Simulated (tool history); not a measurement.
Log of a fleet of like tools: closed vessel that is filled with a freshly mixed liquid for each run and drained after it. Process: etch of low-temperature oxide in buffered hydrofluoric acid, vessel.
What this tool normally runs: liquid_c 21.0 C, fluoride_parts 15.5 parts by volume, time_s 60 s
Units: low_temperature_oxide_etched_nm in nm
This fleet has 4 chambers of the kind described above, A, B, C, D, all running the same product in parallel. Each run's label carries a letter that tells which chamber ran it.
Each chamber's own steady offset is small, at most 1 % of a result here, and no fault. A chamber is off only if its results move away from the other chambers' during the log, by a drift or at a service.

run	day	liquid_c	fluoride_parts	time_s	hours since the thermometer was replaced	hours since the hydrofluoric acid flow meter was replaced	read-back film thickness of the low-temperature oxide reference wafer, read on the same gauge (nm)	low_temperature_oxide_etched_nm
1B	0.158	21.0	15.5	60	502.7	35.6	30.000	192.88
2D	0.300	21.0	15.5	60	1262.6	102.8	30.028	195.64
3A	0.538	21.0	15.5	60	1598.3	469.0	30.023	194.17
4C	0.675	21.0	15.5	60	93.4	211.0	29.988	190.43
5D	0.921	21.0	15.5	60	1277.5	117.7	29.965	194.23
6C	1.046	21.0	15.5	60	102.3	219.9	30.008	187.43
7A	1.196	21.0	15.5	60	1614.1	484.8	30.022	192.02
8B	1.379	21.0	15.5	60	532.0	64.9	29.966	194.40
9B	1.633	21.0	15.5	60	538.1	71.0	30.022	195.96
10D	1.888	21.0	15.5	60	1300.7	140.9	30.007	189.89
11A	2.012	21.0	15.5	60	1633.7	504.4	29.989	191.85
12C	2.267	18.0	15.5	85	131.6	249.2	30.003	227.25
13D	2.400	18.0	15.5	85	1313.0	153.2	29.989	224.91
14A	2.583	18.0	15.5	85	1647.4	518.1	30.013	230.99
15C	2.838	18.0	15.5	85	145.3	262.9	30.025	228.47
16B	3.058	21.0	15.5	60	572.3	105.2	30.012	193.37
17B	3.204	21.0	15.5	60	575.8	108.7	29.974	195.12
18D	3.412	21.0	15.5	60	1337.3	177.5	30.003	185.64
19A	3.596	21.0	15.5	60	1671.7	542.4	30.005	194.37
20C	3.804	19.5	15.5	75	168.5	286.1	29.998	219.31
21B	4.038	19.5	15.5	75	595.8	128.7	29.985	220.35
22A	4.175	19.5	15.5	75	1685.6	556.3	30.004	221.59
23D	4.304	19.5	15.5	75	1358.7	198.9	29.985	211.91
24C	4.479	18.5	15.5	60	184.7	302.3	29.990	168.10

Decide between three cases: one chamber stands off from its peers, the gauge reading all wafers drifts, or nothing is wrong past each chamber's small offset. Where a chamber is off, say which and what most likely put it there.

It is chamber D that slowly wanders off from its peers.
What lies behind it: liquid colder than its thermometer reads (K) = 1.09.
With only this log, it may be confused with: hydrofluoric acid flow below the setpoint (%).

Which of the 4 candidates below, each the usual settings with something changed and its results left as question marks, puts chamber D back in line with what the other chambers give on the usual settings?
Allowed miss from the other chambers' usual-settings mean, per result, to count as in line: low_temperature_oxide_etched_nm 6.00 nm
25D-1	4.667	22.0	15.5	60				?
25D-2	4.667	19.0	15.5	60				?
25D-3	4.667	20.5	16.0	60				?
25D-4	4.667	23.0	15.5	60				?

Mean of the other chambers on the usual settings: low_temperature_oxide_etched_nm 192.67 nm
run	low_temperature_oxide_etched_nm
25D-1	193.50
25D-2	162.97
25D-3	172.08
25D-4	204.67
The right change is 25D-1: it brings the chamber back within the allowed miss of the others.
